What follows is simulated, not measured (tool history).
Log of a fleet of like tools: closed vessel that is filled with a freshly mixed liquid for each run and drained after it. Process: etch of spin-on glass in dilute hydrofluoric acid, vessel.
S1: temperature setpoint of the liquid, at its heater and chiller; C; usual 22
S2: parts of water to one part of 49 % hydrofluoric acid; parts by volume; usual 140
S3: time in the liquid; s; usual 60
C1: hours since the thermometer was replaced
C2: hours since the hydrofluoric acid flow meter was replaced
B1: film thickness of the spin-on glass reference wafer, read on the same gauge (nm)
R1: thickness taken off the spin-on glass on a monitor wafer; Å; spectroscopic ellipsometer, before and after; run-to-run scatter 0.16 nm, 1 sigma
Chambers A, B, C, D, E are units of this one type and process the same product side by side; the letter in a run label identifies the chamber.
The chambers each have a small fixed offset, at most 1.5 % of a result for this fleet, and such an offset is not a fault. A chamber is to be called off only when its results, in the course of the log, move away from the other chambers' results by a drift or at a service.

run 1C hour=2.5 | S1=22 S2=140 S3=60 | C1=290.6 C2=801.2 | B1=130.04 | R1=166.78
run 2B hour=6.7 | S1=22 S2=140 S3=60 | C1=227.6 C2=341.1 | B1=130.01 | R1=167.61
run 3D hour=9.1 | S1=22 S2=140 S3=60 | C1=1927.6 C2=636 | B1=129.98 | R1=169.51
run 4A hour=11.7 | S1=22 S2=140 S3=60 | C1=217.3 C2=490.3 | B1=130 | R1=171.33
run 5E hour=15.8 | S1=22 S2=140 S3=60 | C1=33.6 C2=332.3 | B1=130.01 | R1=169.49
run 6D hour=18.2 | S1=22 S2=140 S3=60 | C1=1936.7 C2=645.1 | B1=130.01 | R1=169.47
run 7A hour=21.9 | S1=22 S2=140 S3=60 | C1=227.5 C2=500.5 | B1=130.02 | R1=168.32
run 8E hour=26 | S1=22 S2=140 S3=60 | C1=43.8 C2=342.5 | B1=129.99 | R1=169.69
run 9B hour=28.4 | S1=23.5 S2=140 S3=60 | C1=249.3 C2=362.8 | B1=130 | R1=180.5
run 10C hour=31.1 | S1=23.5 S2=140 S3=60 | C1=319.2 C2=829.8 | B1=130.01 | R1=177.05
run 11D hour=34.6 | S1=23.5 S2=140 S3=60 | C1=1953.1 C2=661.5 | B1=130.01 | R1=181.22
run 12C hour=38.7 | S1=23.5 S2=140 S3=60 | C1=326.8 C2=837.4 | B1=129.95 | R1=176.75
run 13B hour=41.8 | S1=23.5 S2=140 S3=60 | C1=262.7 C2=376.2 | B1=129.98 | R1=178.22
run 14E hour=44.6 | S1=22 S2=140 S3=60 | C1=62.4 C2=361.1 | B1=129.97 | R1=167.97
run 15A hour=46.6 | S1=18.5 S2=140 S3=60 | C1=252.2 C2=525.2 | B1=130.01 | R1=149.57
run 16C hour=51 | S1=18.5 S2=140 S3=60 | C1=339.1 C2=849.7 | B1=129.99 | R1=146.17
run 17A hour=55.4 | S1=18.5 S2=140 S3=60 | C1=261 C2=534 | B1=129.98 | R1=148.3
run 18E hour=57.6 | S1=18.5 S2=140 S3=60 | C1=75.4 C2=374.1 | B1=130 | R1=147.16
run 19D hour=60 | S1=18.5 S2=140 S3=60 | C1=1978.5 C2=686.9 | B1=130.03 | R1=146.49
run 20B hour=63.7 | S1=20 S2=140 S3=60 | C1=284.6 C2=398.1 | B1=129.96 | R1=160.8
run 21D hour=67.3 | S1=20 S2=140 S3=60 | C1=1985.8 C2=694.2 | B1=130 | R1=159.37
run 22C hour=71 | S1=20 S2=140 S3=60 | C1=359.1 C2=869.7 | B1=130 | R1=154.19
run 23A hour=73 | S1=20 S2=140 S3=60 | C1=278.6 C2=551.6 | B1=129.98 | R1=157.05
run 24E hour=76.1 | S1=20 S2=140 S3=60 | C1=93.9 C2=392.6 | B1=129.98 | R1=154.61
run 25B hour=78.7 | S1=22 S2=140 S3=60 | C1=299.6 C2=413.1 | B1=130.01 | R1=175.71
run 26A hour=81.5 | S1=22 S2=140 S3=60 | C1=287.1 C2=560.1 | B1=129.98 | R1=170.26
run 27E hour=85 | S1=26.5 S2=140 S3=80 | C1=102.8 C2=401.5 | B1=130.05 | R1=264.69
run 28B hour=87 | S1=26.5 S2=140 S3=80 | C1=307.9 C2=421.4 | B1=129.99 | R1=286.53
run 29D hour=89.3 | S1=26.5 S2=140 S3=80 | C1=2007.8 C2=716.2 | B1=129.98 | R1=268.52
run 30C hour=93.6 | S1=26.5 S2=140 S3=80 | C1=381.7 C2=892.3 | B1=130 | R1=266.14
run 31C hour=95.9 | S1=26.5 S2=140 S3=80 | C1=384 C2=894.6 | B1=129.98 | R1=267.13
run 32E hour=99.2 | S1=22 S2=140 S3=60 | C1=117 C2=415.7 | B1=130.01 | R1=172.05
run 33A hour=102.4 | S1=22 S2=140 S3=60 | C1=308 C2=581 | B1=130 | R1=169.13
run 34D hour=105.3 | S1=22 S2=140 S3=60 | C1=2023.8 C2=732.2 | B1=130 | R1=168.13
run 35B hour=108.2 | S1=22 S2=140 S3=60 | C1=329.1 C2=442.6 | B1=130.03 | R1=183.39
run 36A hour=110.3 | S1=22 S2=75 S3=40 | C1=315.9 C2=588.9 | B1=130.02 | R1=226.43
run 37D hour=112.6 | S1=22 S2=75 S3=40 | C1=2031.1 C2=739.5 | B1=130.02 | R1=230.89
run 38E hour=114.8 | S1=22 S2=75 S3=40 | C1=132.6 C2=431.3 | B1=130.04 | R1=231.79
run 39B hour=119 | S1=22 S2=75 S3=40 | C1=339.9 C2=453.4 | B1=129.98 | R1=247.49
run 40C hour=123 | S1=22 S2=75 S3=40 | C1=411.1 C2=921.7 | B1=129.97 | R1=224.34
run 41B hour=126.8 | S1=22 S2=140 S3=40 | C1=347.7 C2=461.2 | B1=129.99 | R1=124.66
run 42C hour=130.8 | S1=22 S2=140 S3=40 | C1=418.9 C2=929.5 | B1=129.99 | R1=112.59
run 43D hour=133.8 | S1=22 S2=140 S3=40 | C1=2052.3 C2=760.7 | B1=130.07 | R1=114.9
run 44A hour=135.7 | S1=22 S2=140 S3=40 | C1=341.3 C2=614.3 | B1=129.98 | R1=113.48

Does one chamber stand apart from the rest, does the shared gauge drift, or is all well apart from small per-chamber offsets? Give the chamber and the most likely cause, where there is one.

Little by little, chamber B moves away from the other chambers.
Likeliest cause: hydrofluoric acid flow above the setpoint (%) = 11.8.

Which of the 4 candidates below, each the usual settings with something changed and its results left as question marks, puts chamber B back in line with what the other chambers give on the usual settings?
In line means no further than this from the other chambers' mean on the usual settings: R1 5.4 Å
run 45B-1 hour=138.9 | S1=19 S2=140 S3=60 | R1=?
run 45B-2 hour=138.9 | S1=23.5 S2=140 S3=60 | R1=?
run 45B-3 hour=138.9 | S1=20.5 S2=140 S3=60 | R1=?
run 45B-4 hour=138.9 | S1=22 S2=135 S3=65 | R1=?

Other chambers, usual settings, mean: R1 169.08 Å
run=45B-1 R1=170.51
run=45B-2 R1=204.68
run=45B-3 R1=181.42
run=45B-4 R1=217.66
The answer is 45B-1, which returns the chamber to within the allowed miss of the others.
